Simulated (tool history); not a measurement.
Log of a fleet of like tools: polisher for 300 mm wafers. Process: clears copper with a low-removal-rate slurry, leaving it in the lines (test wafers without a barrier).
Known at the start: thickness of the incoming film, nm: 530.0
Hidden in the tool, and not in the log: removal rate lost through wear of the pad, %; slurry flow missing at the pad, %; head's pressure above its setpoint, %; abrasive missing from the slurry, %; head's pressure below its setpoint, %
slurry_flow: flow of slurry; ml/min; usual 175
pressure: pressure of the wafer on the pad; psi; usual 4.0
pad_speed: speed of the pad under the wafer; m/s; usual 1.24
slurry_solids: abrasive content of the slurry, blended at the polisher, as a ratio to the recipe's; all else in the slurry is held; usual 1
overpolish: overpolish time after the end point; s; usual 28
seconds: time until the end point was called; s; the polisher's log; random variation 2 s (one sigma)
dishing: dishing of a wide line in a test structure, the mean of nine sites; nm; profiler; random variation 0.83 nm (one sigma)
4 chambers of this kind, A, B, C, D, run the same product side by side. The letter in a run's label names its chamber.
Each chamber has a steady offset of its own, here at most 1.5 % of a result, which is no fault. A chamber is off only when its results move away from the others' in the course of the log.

| run | hour | slurry_flow | pressure | pad_speed | slurry_solids | overpolish | wafers polished on this pad | hours since the slurry nozzle was cleaned | hours since the head pressure was calibrated | hours since the slurry blender was calibrated | seconds | dishing |
|---|---|---|---|---|---|---|---|---|---|---|---|---|
| 1A | 5.5 | 175 | 4.0 | 1.24 | 1 | 28 | 683 | 149.5 | 854.4 | 135.1 | 125.860 | 74.082 |
| 2D | 14.2 | 175 | 4.0 | 1.24 | 1 | 28 | 418 | 181.9 | 672.2 | 141.3 | 127.070 | 73.625 |
| 3B | 22.5 | 175 | 4.0 | 1.24 | 1 | 28 | 863 | 154.2 | 163.9 | 87.1 | 129.090 | 71.966 |
| 4C | 27.6 | 175 | 4.0 | 1.24 | 1 | 28 | 420 | 702.5 | 358.9 | 341.8 | 125.160 | 74.869 |
| 5C | 33.4 | 175 | 4.0 | 1.24 | 1 | 28 | 452 | 708.3 | 364.7 | 347.6 | 124.910 | 73.133 |
| 6B | 38.8 | 175 | 4.0 | 1.24 | 1 | 28 | 953 | 170.5 | 180.2 | 103.4 | 126.050 | 72.290 |
| 7D | 47.9 | 175 | 4.0 | 1.24 | 1 | 28 | 603 | 215.6 | 705.9 | 175.0 | 126.910 | 73.220 |
| 8A | 56.2 | 175 | 4.0 | 1.24 | 1 | 28 | 962 | 200.2 | 905.1 | 185.8 | 129.310 | 73.474 |
| 9B | 63.4 | 175 | 4.0 | 1.24 | 1 | 28 | 1088 | 195.1 | 204.8 | 128.0 | 128.680 | 73.197 |
| 10C | 72.7 | 175 | 4.0 | 1.24 | 1 | 28 | 668 | 747.6 | 404.0 | 386.9 | 128.200 | 73.544 |
|  | 73.0 | chamber A: worn pad replaced by a new one |
|  | 75.7 | chamber D: slurry nozzle cleaned |
|  | 75.8 | chamber C: head pressure recalibrated |
| 11D | 80.0 | 175 | 4.0 | 1.24 | 1 | 28 | 779 | 4.4 | 738.0 | 207.1 | 129.830 | 73.326 |
|  | 86.3 | chamber D: slurry blender recalibrated |
| 12A | 89.9 | 175 | 4.0 | 1.24 | 1 | 28 | 93 | 233.9 | 938.8 | 219.5 | 125.330 | 71.285 |
|  | 92.1 | chamber A: head pressure recalibrated |
| 13A | 98.5 | 175 | 5.1 | 1.24 | 1 | 28 | 140 | 242.5 | 6.4 | 228.1 | 100.590 | 88.413 |
|  | 100.0 | chamber C: worn pad replaced by a new one |
|  | 103.4 | chamber C: slurry nozzle cleaned |
|  | 106.3 | chamber D: worn pad replaced by a new one |
|  | 106.8 | chamber B: worn pad replaced by a new one |
| 14D | 107.7 | 175 | 5.1 | 1.24 | 1 | 28 | 8 | 32.1 | 765.7 | 21.4 | 99.805 | 89.806 |
| 15C | 112.5 | 175 | 5.1 | 1.24 | 1 | 28 | 68 | 9.2 | 36.7 | 426.7 | 89.113 | 97.265 |
| 16B | 118.5 | 175 | 5.1 | 1.24 | 1 | 28 | 64 | 250.2 | 259.9 | 183.1 | 99.485 | 89.009 |
| 17C | 123.8 | 175 | 4.0 | 1.24 | 1 | 28 | 130 | 20.5 | 48.0 | 438.0 | 118.190 | 79.620 |
| 18A | 131.8 | 175 | 4.0 | 1.24 | 1 | 28 | 323 | 275.8 | 39.7 | 261.4 | 125.590 | 72.956 |
| 19D | 136.7 | 175 | 4.0 | 1.24 | 1 | 28 | 167 | 61.1 | 794.7 | 50.4 | 126.800 | 73.138 |
| 20B | 147.4 | 175 | 4.0 | 1.24 | 1 | 28 | 223 | 279.1 | 288.8 | 212.0 | 127.620 | 74.151 |
|  | 148.4 | chamber C: slurry blender recalibrated |
| 21A | 154.0 | 175 | 4.0 | 1.24 | 1 | 28 | 445 | 298.0 | 61.9 | 283.6 | 132.210 | 73.606 |
| 22D | 161.1 | 175 | 4.0 | 1.24 | 1 | 28 | 301 | 85.5 | 819.1 | 74.8 | 125.770 | 73.663 |
| 23C | 167.2 | 175 | 4.0 | 1.24 | 1 | 28 | 369 | 63.9 | 91.4 | 18.8 | 114.500 | 80.678 |
| 24B | 176.9 | 175 | 4.0 | 1.24 | 1 | 28 | 385 | 308.6 | 318.3 | 241.5 | 129.850 | 73.686 |
| 25B | 185.4 | 175 | 4.0 | 1.24 | 1 | 28 | 432 | 317.1 | 326.8 | 250.0 | 126.980 | 74.762 |

All 4 chambers run these settings next. Forecast each chamber's results:
| 26A | 193.3 | 175 | 5.3 | 1.24 | 1 | 28 |  |  |  |  | ? | ? |
| 26B | 193.3 | 175 | 5.3 | 1.24 | 1 | 28 |  |  |  |  | ? | ? |
| 26C | 193.3 | 175 | 5.3 | 1.24 | 1 | 28 |  |  |  |  | ? | ? |
| 26D | 193.3 | 175 | 5.3 | 1.24 | 1 | 28 |  |  |  |  | ? | ? |

| run | seconds | dishing |
|---|---|---|
| 26A | 94.834 | 91.269 |
| 26B | 95.809 | 92.526 |
| 26C | 85.800 | 102.370 |
| 26D | 96.690 | 92.617 |
